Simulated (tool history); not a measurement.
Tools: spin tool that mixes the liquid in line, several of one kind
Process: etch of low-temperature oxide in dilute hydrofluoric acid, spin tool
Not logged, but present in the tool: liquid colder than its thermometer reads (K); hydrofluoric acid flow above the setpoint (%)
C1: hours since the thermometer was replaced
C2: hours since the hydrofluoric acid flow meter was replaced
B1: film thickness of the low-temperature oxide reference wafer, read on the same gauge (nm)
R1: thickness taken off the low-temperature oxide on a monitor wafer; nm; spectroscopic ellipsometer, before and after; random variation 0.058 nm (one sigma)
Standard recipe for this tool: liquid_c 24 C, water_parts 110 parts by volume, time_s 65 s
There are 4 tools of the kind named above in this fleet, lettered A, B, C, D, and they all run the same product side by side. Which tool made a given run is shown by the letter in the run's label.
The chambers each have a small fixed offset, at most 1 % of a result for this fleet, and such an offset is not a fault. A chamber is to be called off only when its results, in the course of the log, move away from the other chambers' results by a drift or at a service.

{"run": "1C", "hour": 3.3, "liquid_c": 24, "water_parts": 110, "time_s": 65, "C1": 542, "C2": 804.3, "B1": 69.991, "R1": 8.0644}
{"run": "2B", "hour": 8.5, "liquid_c": 24, "water_parts": 110, "time_s": 65, "C1": 1051, "C2": 338.8, "B1": 69.999, "R1": 7.8998}
{"run": "3D", "hour": 13.0, "liquid_c": 24, "water_parts": 110, "time_s": 65, "C1": 1207.5, "C2": 134.7, "B1": 69.992, "R1": 8.0723}
{"run": "4A", "hour": 19.0, "liquid_c": 24, "water_parts": 110, "time_s": 65, "C1": 565.5, "C2": 192.7, "B1": 70.004, "R1": 8.0239}
{"run": "5A", "hour": 24.0, "liquid_c": 24, "water_parts": 110, "time_s": 65, "C1": 570.5, "C2": 197.7, "B1": 70.009, "R1": 7.9934}
{"run": "6C", "hour": 29.9, "liquid_c": 24, "water_parts": 110, "time_s": 65, "C1": 568.6, "C2": 830.9, "B1": 70, "R1": 8.0141}
{"run": "7D", "hour": 34.6, "liquid_c": 24, "water_parts": 110, "time_s": 65, "C1": 1229.1, "C2": 156.3, "B1": 70, "R1": 7.844}
{"run": "8B", "hour": 40.6, "liquid_c": 24, "water_parts": 110, "time_s": 65, "C1": 1083.1, "C2": 370.9, "B1": 70.033, "R1": 7.9261}
{"run": "9C", "hour": 44.7, "liquid_c": 24, "water_parts": 110, "time_s": 65, "C1": 583.4, "C2": 845.7, "B1": 69.994, "R1": 8.0434}
{"run": "10A", "hour": 49.5, "liquid_c": 24, "water_parts": 110, "time_s": 65, "C1": 596, "C2": 223.2, "B1": 69.987, "R1": 8.0273}
{"hour": 55.2, "done": "chamber A: thermometer replaced"}
{"run": "11D", "hour": 55.4, "liquid_c": 24, "water_parts": 110, "time_s": 65, "C1": 1249.9, "C2": 177.1, "B1": 69.976, "R1": 7.9814}
{"run": "12B", "hour": 58.9, "liquid_c": 27.5, "water_parts": 110, "time_s": 65, "C1": 1101.4, "C2": 389.2, "B1": 69.995, "R1": 9.0593}
{"run": "13D", "hour": 62.7, "liquid_c": 27.5, "water_parts": 110, "time_s": 65, "C1": 1257.2, "C2": 184.4, "B1": 69.993, "R1": 9.1044}
{"run": "14B", "hour": 66.3, "liquid_c": 27.5, "water_parts": 110, "time_s": 65, "C1": 1108.8, "C2": 396.6, "B1": 69.99, "R1": 9.2078}
{"run": "15A", "hour": 72.3, "liquid_c": 27.5, "water_parts": 110, "time_s": 65, "C1": 17.2, "C2": 246, "B1": 69.993, "R1": 9.2154}
{"run": "16C", "hour": 77.4, "liquid_c": 24, "water_parts": 110, "time_s": 65, "C1": 616.1, "C2": 878.4, "B1": 70.015, "R1": 8.0095}
{"run": "17A", "hour": 81.8, "liquid_c": 24, "water_parts": 110, "time_s": 65, "C1": 26.7, "C2": 255.5, "B1": 69.994, "R1": 8.0573}
{"run": "18D", "hour": 85.4, "liquid_c": 24, "water_parts": 110, "time_s": 65, "C1": 1279.9, "C2": 207.1, "B1": 70.013, "R1": 8.0585}
{"run": "19B", "hour": 90.2, "liquid_c": 24, "water_parts": 110, "time_s": 65, "C1": 1132.7, "C2": 420.5, "B1": 69.999, "R1": 7.9982}
{"run": "20C", "hour": 94.5, "liquid_c": 24, "water_parts": 110, "time_s": 65, "C1": 633.2, "C2": 895.5, "B1": 70.001, "R1": 8.0753}
{"run": "21C", "hour": 100.0, "liquid_c": 24, "water_parts": 110, "time_s": 65, "C1": 638.7, "C2": 901, "B1": 70.028, "R1": 7.903}
{"run": "22B", "hour": 104.2, "liquid_c": 24, "water_parts": 110, "time_s": 65, "C1": 1146.7, "C2": 434.5, "B1": 70.028, "R1": 7.9185}
{"run": "23D", "hour": 108.9, "liquid_c": 24, "water_parts": 110, "time_s": 65, "C1": 1303.4, "C2": 230.6, "B1": 70.019, "R1": 8.2436}
{"run": "24A", "hour": 112.7, "liquid_c": 24, "water_parts": 110, "time_s": 65, "C1": 57.6, "C2": 286.4, "B1": 70.017, "R1": 8.0233}
{"run": "25D", "hour": 116.2, "liquid_c": 26, "water_parts": 140, "time_s": 65, "C1": 1310.7, "C2": 237.9, "B1": 69.994, "R1": 6.8492}
{"run": "26A", "hour": 120.3, "liquid_c": 26, "water_parts": 140, "time_s": 65, "C1": 65.2, "C2": 294, "B1": 70, "R1": 6.5638}
{"run": "27B", "hour": 126.2, "liquid_c": 26, "water_parts": 140, "time_s": 65, "C1": 1168.7, "C2": 456.5, "B1": 69.975, "R1": 6.468}
{"run": "28C", "hour": 130.1, "liquid_c": 26, "water_parts": 140, "time_s": 65, "C1": 668.8, "C2": 931.1, "B1": 70.008, "R1": 6.5517}
{"run": "29D", "hour": 134.1, "liquid_c": 24, "water_parts": 110, "time_s": 65, "C1": 1328.6, "C2": 255.8, "B1": 69.986, "R1": 8.4856}
{"run": "30A", "hour": 138.1, "liquid_c": 24, "water_parts": 110, "time_s": 65, "C1": 83, "C2": 311.8, "B1": 70.016, "R1": 7.9697}
{"run": "31B", "hour": 142.7, "liquid_c": 24, "water_parts": 110, "time_s": 65, "C1": 1185.2, "C2": 473, "B1": 69.996, "R1": 7.8706}
{"run": "32C", "hour": 148.7, "liquid_c": 24, "water_parts": 110, "time_s": 65, "C1": 687.4, "C2": 949.7, "B1": 69.998, "R1": 7.9903}
{"run": "33D", "hour": 154.9, "liquid_c": 24, "water_parts": 110, "time_s": 65, "C1": 1349.4, "C2": 276.6, "B1": 69.973, "R1": 8.6684}
{"run": "34B", "hour": 157.9, "liquid_c": 24, "water_parts": 110, "time_s": 65, "C1": 1200.4, "C2": 488.2, "B1": 70.014, "R1": 7.8342}
{"run": "35C", "hour": 164.2, "liquid_c": 28, "water_parts": 70, "time_s": 65, "C1": 702.9, "C2": 965.2, "B1": 70.001, "R1": 15.503}
{"run": "36A", "hour": 167.1, "liquid_c": 28, "water_parts": 70, "time_s": 65, "C1": 112, "C2": 340.8, "B1": 69.993, "R1": 15.281}
{"run": "37B", "hour": 170.6, "liquid_c": 28, "water_parts": 70, "time_s": 65, "C1": 1213.1, "C2": 500.9, "B1": 70.004, "R1": 15.237}

Predict what each chamber gives when all 4 of them run the settings below next.
{"run": "38A", "hour": 175.2, "liquid_c": 24, "water_parts": 110, "time_s": 65, "R1": "?"}
{"run": "38B", "hour": 175.2, "liquid_c": 24, "water_parts": 110, "time_s": 65, "R1": "?"}
{"run": "38C", "hour": 175.2, "liquid_c": 24, "water_parts": 110, "time_s": 65, "R1": "?"}
{"run": "38D", "hour": 175.2, "liquid_c": 24, "water_parts": 110, "time_s": 65, "R1": "?"}

run=38A R1=8.0558
run=38B R1=7.7666
run=38C R1=8.0454
run=38D R1=8.897

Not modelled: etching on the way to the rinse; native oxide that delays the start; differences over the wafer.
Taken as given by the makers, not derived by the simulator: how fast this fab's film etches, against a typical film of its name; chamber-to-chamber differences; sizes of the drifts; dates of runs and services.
